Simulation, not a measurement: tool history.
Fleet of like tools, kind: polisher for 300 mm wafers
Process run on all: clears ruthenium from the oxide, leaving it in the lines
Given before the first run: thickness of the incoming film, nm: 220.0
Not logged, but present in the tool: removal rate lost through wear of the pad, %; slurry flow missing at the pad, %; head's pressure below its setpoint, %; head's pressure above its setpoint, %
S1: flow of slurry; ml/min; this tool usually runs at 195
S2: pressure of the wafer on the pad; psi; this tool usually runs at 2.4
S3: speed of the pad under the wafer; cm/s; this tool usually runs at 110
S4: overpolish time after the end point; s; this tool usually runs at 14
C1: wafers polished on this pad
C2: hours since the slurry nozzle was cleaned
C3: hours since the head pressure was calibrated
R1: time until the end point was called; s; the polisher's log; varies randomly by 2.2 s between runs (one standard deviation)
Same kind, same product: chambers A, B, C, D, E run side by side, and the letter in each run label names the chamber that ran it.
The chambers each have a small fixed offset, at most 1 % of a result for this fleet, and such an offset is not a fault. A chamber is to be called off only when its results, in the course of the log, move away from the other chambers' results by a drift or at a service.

Run 1B, day 0.196: usual settings; C1 504; C2 143.2; C3 387.2. Result: R1 145.38 s.
Run 2D, day 0.371: usual settings; C1 147; C2 248.3; C3 444.4. Result: R1 143.87 s.
Run 3A, day 0.471: usual settings; C1 564; C2 15.9; C3 545.4. Result: R1 137.82 s.
Run 4E, day 0.588: usual settings; C1 284; C2 210.8; C3 378.0. Result: R1 142.96 s.
At day 0.683: chamber A: worn pad replaced by a new one.
Run 5C, day 0.788: usual settings but S2 2.7 psi, S3 92 cm/s; C1 368; C2 161.5; C3 96.5. Result: R1 150.53 s.
Run 6D, day 0.921: usual settings but S2 2.7 psi, S3 92 cm/s; C1 230; C2 261.5; C3 457.6. Result: R1 151.31 s.
Run 7C, day 1.100: usual settings but S2 2.7 psi, S3 92 cm/s; C1 415; C2 169.0; C3 104.0. Result: R1 150.06 s.
Run 8A, day 1.296: usual settings but S2 2.7 psi, S3 92 cm/s; C1 92; C2 35.7; C3 565.2. Result: R1 151.36 s.
At day 1.346: chamber B: worn pad replaced by a new one.
Run 9B, day 1.412: usual settings but S2 2.7 psi, S3 92 cm/s; C1 10; C2 172.4; C3 416.4. Result: R1 149.96 s.
At day 1.500: chamber B: head pressure recalibrated.
Run 10E, day 1.554: usual settings; C1 429; C2 234.0; C3 401.2. Result: R1 144.15 s.
Run 11B, day 1.708: usual settings; C1 54; C2 179.5; C3 5.0. Result: R1 143.21 s.
Run 12A, day 1.829: usual settings; C1 172; C2 48.5; C3 578.0. Result: R1 142.13 s.
Run 13C, day 1.950: usual settings; C1 543; C2 189.4; C3 124.4. Result: R1 142.34 s.
Run 14E, day 2.067: usual settings; C1 506; C2 246.3; C3 413.5. Result: R1 148.54 s.
Run 15D, day 2.267: usual settings; C1 432; C2 293.8; C3 489.9. Result: R1 145.32 s.
Run 16C, day 2.400: usual settings; C1 610; C2 200.2; C3 135.2. Result: R1 144.65 s.
Run 17D, day 2.488: usual settings; C1 465; C2 299.1; C3 495.2. Result: R1 141.59 s.
Run 18A, day 2.675: usual settings; C1 299; C2 68.8; C3 598.3. Result: R1 142.53 s.
Run 19B, day 2.854: usual settings; C1 226; C2 207.0; C3 32.5. Result: R1 143.95 s.
Run 20E, day 2.983: usual settings; C1 644; C2 268.3; C3 435.5. Result: R1 148.62 s.
Run 21A, day 3.133: usual settings; C1 368; C2 79.8; C3 609.3. Result: R1 140.87 s.
Run 22E, day 3.229: usual settings; C1 681; C2 274.2; C3 441.4. Result: R1 150.76 s.
At day 3.354: chamber D: worn pad replaced by a new one.
Run 23D, day 3.375: usual settings; C1 3; C2 320.4; C3 516.5. Result: R1 140.68 s.
Run 24B, day 3.483: usual settings; C1 321; C2 222.1; C3 47.6. Result: R1 145.86 s.
Run 25C, day 3.675: usual settings; C1 802; C2 230.8; C3 165.8. Result: R1 140.18 s.
Run 26C, day 3.775: usual settings; C1 817; C2 233.2; C3 168.2. Result: R1 138.57 s.
Run 27A, day 3.888: usual settings; C1 481; C2 97.9; C3 627.4. Result: R1 144.28 s.
Run 28D, day 3.988: usual settings; C1 95; C2 335.1; C3 531.2. Result: R1 139.86 s.
Run 29B, day 4.088: usual settings; C1 412; C2 236.6; C3 62.1. Result: R1 140.84 s.
Run 30E, day 4.254: usual settings; C1 834; C2 298.8; C3 466.0. Result: R1 156.50 s.
Run 31D, day 4.354: usual settings; C1 150; C2 343.9; C3 540.0. Result: R1 144.33 s.
Run 32C, day 4.512: usual settings; C1 927; C2 250.9; C3 185.9. Result: R1 140.84 s.
Run 33A, day 4.679: usual settings but S3 146 cm/s; C1 600; C2 116.9; C3 646.4. Result: R1 103.95 s.
Run 34E, day 4.792: usual settings but S3 146 cm/s; C1 915; C2 311.7; C3 478.9. Result: R1 120.06 s.

Next, all 5 chambers run the settings below, one line each with question marks for the results. What does each chamber give?
Run 35A, day 4.942: usual settings. Result: R1 ?.
Run 35B, day 4.942: usual settings. Result: R1 ?.
Run 35C, day 4.942: usual settings. Result: R1 ?.
Run 35D, day 4.942: usual settings. Result: R1 ?.
Run 35E, day 4.942: usual settings. Result: R1 ?.

run      R1
35A  142.09
35B  143.86
35C  134.59
35D  143.07
35E  158.16

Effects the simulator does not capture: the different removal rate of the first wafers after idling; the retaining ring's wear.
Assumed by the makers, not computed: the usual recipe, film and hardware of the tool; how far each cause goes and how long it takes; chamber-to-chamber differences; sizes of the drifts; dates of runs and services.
